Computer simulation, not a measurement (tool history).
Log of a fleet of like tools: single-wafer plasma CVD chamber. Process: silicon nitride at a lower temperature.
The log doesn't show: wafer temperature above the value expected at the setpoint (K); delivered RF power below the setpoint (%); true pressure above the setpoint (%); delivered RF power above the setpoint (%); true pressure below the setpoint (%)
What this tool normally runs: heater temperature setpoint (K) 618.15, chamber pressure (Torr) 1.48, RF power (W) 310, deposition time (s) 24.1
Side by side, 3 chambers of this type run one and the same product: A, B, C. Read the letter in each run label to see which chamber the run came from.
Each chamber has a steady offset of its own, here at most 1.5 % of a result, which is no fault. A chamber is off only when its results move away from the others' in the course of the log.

run    day  heater temperature setpoint (K)  chamber pressure (Torr)  RF power (W)  deposition time (s)  hours since the last thermocouple change  hours since the last RF generator calibration  hours since the last manometer calibration  read-back reference wafer on the same gauge, thickness_nm  mean film thickness on the monitor wafer (nm)
 1A  0.271                           618.15                     1.48           310                 24.1                                    1220.4                                         1287.4                                       505.0                                                     25.788                                         28.709
 2C  0.483                           618.15                     1.48           310                 24.1                                    1615.4                                          879.2                                       578.0                                                     25.799                                         28.539
     0.583  -- chamber A: RF generator calibrated
 3B  0.662                           618.15                     1.48           310                 24.1                                     791.3                                          179.3                                       850.7                                                     25.782                                         28.061
 4C  0.921                           618.15                     1.48           310                 24.1                                    1625.9                                          889.7                                       588.5                                                     25.782                                         28.534
 5B  1.158                           618.15                     1.48           310                 24.1                                     803.2                                          191.2                                       862.6                                                     25.786                                         28.033
 6A  1.342                           618.15                     1.48           310                 24.1                                    1246.1                                           18.3                                       530.7                                                     25.777                                         28.674
 7C  1.525                           612.15                     1.48           310                 24.1                                    1640.4                                          904.2                                       603.0                                                     25.777                                         28.635
 8B  1.792                           612.15                     1.48           310                 24.1                                     818.4                                          206.4                                       877.8                                                     25.775                                         28.157
 9A  2.062                           612.15                     1.48           310                 24.1                                    1263.4                                           35.6                                       548.0                                                     25.766                                         28.774
10B  2.392                           618.15                     1.48           310                 24.1                                     832.8                                          220.8                                       892.2                                                     25.754                                         28.059
11A  2.646                           618.15                     1.48           280                 24.1                                    1277.4                                           49.6                                       562.0                                                     25.749                                         26.780
12C  2.971                           618.15                     1.48           280                 24.1                                    1675.1                                          938.9                                       637.7                                                     25.750                                         26.626
13B  3.242                           618.15                     1.48           280                 24.1                                     853.2                                          241.2                                       912.6                                                     25.743                                         26.136
14A  3.617                           618.15                     1.48           310                 24.1                                    1300.7                                           72.9                                       585.3                                                     25.742                                         28.683
15C  3.879                           618.15                     1.48           310                 24.1                                    1696.9                                          960.7                                       659.5                                                     25.738                                         28.467
16A  4.246                           618.15                     1.48           310                 24.1                                    1315.8                                           88.0                                       600.4                                                     25.734                                         28.662
17C  4.542                           618.15                     1.48           270                 24.1                                    1712.8                                          976.6                                       675.4                                                     25.717                                         25.969
18B  4.892                           618.15                     1.48           270                 24.1                                     892.8                                          280.8                                       952.2                                                     25.717                                         25.455
19B  5.229                           618.15                     1.48           270                 24.1                                     900.9                                          288.9                                       960.3                                                     25.710                                         25.438
20A  5.571                           618.15                     1.48           310                 24.1                                    1347.6                                          119.8                                       632.2                                                     25.718                                         28.594
21C  5.767                           618.15                     1.48           310                 24.1                                    1742.2                                         1006.0                                       704.8                                                     25.706                                         28.475
22B  5.942                           618.15                     1.48           310                 24.1                                     918.0                                          306.0                                       977.4                                                     25.697                                         27.959
23A  6.258                           610.15                     1.48           310                 24.1                                    1364.1                                          136.3                                       648.7                                                     25.700                                         28.742
24C  6.600                           610.15                     1.48           310                 24.1                                    1762.2                                         1026.0                                       724.8                                                     25.689                                         28.500

Next, every chamber runs the same settings. What will each give?
25A  6.871                           618.15                     1.48           310                 24.1                                                                                                                                                                                                                                              ?
25B  6.871                           618.15                     1.48           310                 24.1                                                                                                                                                                                                                                              ?
25C  6.871                           618.15                     1.48           310                 24.1                                                                                                                                                                                                                                              ?

run  mean film thickness on the monitor wafer (nm)
25A                                         28.650
25B                                         27.953
25C                                         28.434
